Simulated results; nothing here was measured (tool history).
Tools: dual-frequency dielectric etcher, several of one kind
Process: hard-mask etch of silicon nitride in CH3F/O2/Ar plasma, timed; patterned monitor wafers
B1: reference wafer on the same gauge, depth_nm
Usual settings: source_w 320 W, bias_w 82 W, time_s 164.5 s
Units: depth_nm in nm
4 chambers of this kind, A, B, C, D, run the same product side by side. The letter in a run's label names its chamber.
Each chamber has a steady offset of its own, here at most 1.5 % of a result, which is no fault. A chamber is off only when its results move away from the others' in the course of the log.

{"run": "1B", "hour": 4.5, "source_w": 320, "bias_w": 82, "time_s": 164.5, "B1": 120.08, "depth_nm": 112.07}
{"run": "2D", "hour": 11.0, "source_w": 320, "bias_w": 82, "time_s": 164.5, "B1": 119.97, "depth_nm": 110.09}
{"run": "3C", "hour": 16.3, "source_w": 320, "bias_w": 82, "time_s": 164.5, "B1": 119.99, "depth_nm": 111.46}
{"run": "4A", "hour": 22.5, "source_w": 320, "bias_w": 82, "time_s": 164.5, "B1": 119.9, "depth_nm": 111.35}
{"run": "5A", "hour": 26.2, "source_w": 320, "bias_w": 82, "time_s": 164.5, "B1": 120.02, "depth_nm": 110.66}
{"run": "6D", "hour": 30.9, "source_w": 320, "bias_w": 82, "time_s": 164.5, "B1": 119.98, "depth_nm": 110.22}
{"run": "7B", "hour": 34.9, "source_w": 320, "bias_w": 82, "time_s": 164.5, "B1": 120.02, "depth_nm": 112.58}
{"run": "8C", "hour": 41.1, "source_w": 320, "bias_w": 82, "time_s": 164.5, "B1": 120.02, "depth_nm": 111.17}
{"run": "9A", "hour": 44.2, "source_w": 320, "bias_w": 82, "time_s": 164.5, "B1": 120.07, "depth_nm": 112.01}
{"run": "10B", "hour": 50.6, "source_w": 320, "bias_w": 82, "time_s": 164.5, "B1": 120.02, "depth_nm": 111.68}
{"run": "11C", "hour": 56.3, "source_w": 370, "bias_w": 97, "time_s": 164.5, "B1": 119.99, "depth_nm": 125.2}
{"run": "12D", "hour": 62.3, "source_w": 370, "bias_w": 97, "time_s": 164.5, "B1": 120.05, "depth_nm": 123.35}
{"run": "13D", "hour": 67.2, "source_w": 370, "bias_w": 97, "time_s": 164.5, "B1": 120.07, "depth_nm": 123.63}
{"run": "14B", "hour": 72.2, "source_w": 370, "bias_w": 97, "time_s": 164.5, "B1": 119.97, "depth_nm": 125.61}
{"run": "15C", "hour": 76.9, "source_w": 320, "bias_w": 82, "time_s": 164.5, "B1": 120.08, "depth_nm": 112.07}
{"run": "16A", "hour": 80.5, "source_w": 320, "bias_w": 82, "time_s": 164.5, "B1": 119.88, "depth_nm": 112.09}
{"run": "17D", "hour": 83.8, "source_w": 320, "bias_w": 82, "time_s": 164.5, "B1": 120.02, "depth_nm": 109.91}
{"run": "18A", "hour": 86.8, "source_w": 320, "bias_w": 82, "time_s": 164.5, "B1": 119.97, "depth_nm": 112.71}
{"run": "19C", "hour": 91.8, "source_w": 320, "bias_w": 82, "time_s": 164.5, "B1": 119.98, "depth_nm": 111.32}
{"run": "20B", "hour": 96.7, "source_w": 320, "bias_w": 82, "time_s": 164.5, "B1": 119.96, "depth_nm": 111.7}
{"run": "21A", "hour": 100.4, "source_w": 320, "bias_w": 82, "time_s": 164.5, "B1": 120.01, "depth_nm": 113.41}
{"run": "22C", "hour": 106.9, "source_w": 320, "bias_w": 82, "time_s": 164.5, "B1": 120.02, "depth_nm": 110.99}
{"run": "23D", "hour": 113.1, "source_w": 320, "bias_w": 82, "time_s": 164.5, "B1": 119.99, "depth_nm": 110.04}
{"run": "24B", "hour": 119.6, "source_w": 320, "bias_w": 82, "time_s": 164.5, "B1": 120.09, "depth_nm": 111.63}
{"run": "25D", "hour": 126.2, "source_w": 320, "bias_w": 82, "time_s": 164.5, "B1": 119.96, "depth_nm": 110.83}
{"run": "26B", "hour": 130.9, "source_w": 320, "bias_w": 82, "time_s": 164.5, "B1": 120.02, "depth_nm": 111.7}
{"run": "27A", "hour": 136.5, "source_w": 320, "bias_w": 82, "time_s": 164.5, "B1": 120, "depth_nm": 114.26}
{"run": "28C", "hour": 140.2, "source_w": 320, "bias_w": 82, "time_s": 164.5, "B1": 119.99, "depth_nm": 111.7}
{"run": "29C", "hour": 143.7, "source_w": 320, "bias_w": 82, "time_s": 164.5, "B1": 119.94, "depth_nm": 112.12}
{"run": "30A", "hour": 149.3, "source_w": 320, "bias_w": 82, "time_s": 164.5, "B1": 120.07, "depth_nm": 115.24}
{"run": "31B", "hour": 155.8, "source_w": 270, "bias_w": 93, "time_s": 164.5, "B1": 119.87, "depth_nm": 109.81}
{"run": "32D", "hour": 159.6, "source_w": 270, "bias_w": 93, "time_s": 164.5, "B1": 119.91, "depth_nm": 107.65}
{"run": "33A", "hour": 162.6, "source_w": 270, "bias_w": 93, "time_s": 164.5, "B1": 119.99, "depth_nm": 113.9}
{"run": "34B", "hour": 165.5, "source_w": 270, "bias_w": 93, "time_s": 164.5, "B1": 119.97, "depth_nm": 109.97}
{"run": "35D", "hour": 169.8, "source_w": 320, "bias_w": 82, "time_s": 164.5, "B1": 120.14, "depth_nm": 110.55}
{"run": "36C", "hour": 176.3, "source_w": 320, "bias_w": 82, "time_s": 164.5, "B1": 119.99, "depth_nm": 111.13}

All 4 chambers run these settings next. Forecast each chamber's results:
{"run": "37A", "hour": 181.2, "source_w": 320, "bias_w": 82, "time_s": 121.5, "depth_nm": "?"}
{"run": "37B", "hour": 181.2, "source_w": 320, "bias_w": 82, "time_s": 121.5, "depth_nm": "?"}
{"run": "37C", "hour": 181.2, "source_w": 320, "bias_w": 82, "time_s": 121.5, "depth_nm": "?"}
{"run": "37D", "hour": 181.2, "source_w": 320, "bias_w": 82, "time_s": 121.5, "depth_nm": "?"}

run=37A depth_nm=85.779
run=37B depth_nm=82.858
run=37C depth_nm=82.944
run=37D depth_nm=81.245

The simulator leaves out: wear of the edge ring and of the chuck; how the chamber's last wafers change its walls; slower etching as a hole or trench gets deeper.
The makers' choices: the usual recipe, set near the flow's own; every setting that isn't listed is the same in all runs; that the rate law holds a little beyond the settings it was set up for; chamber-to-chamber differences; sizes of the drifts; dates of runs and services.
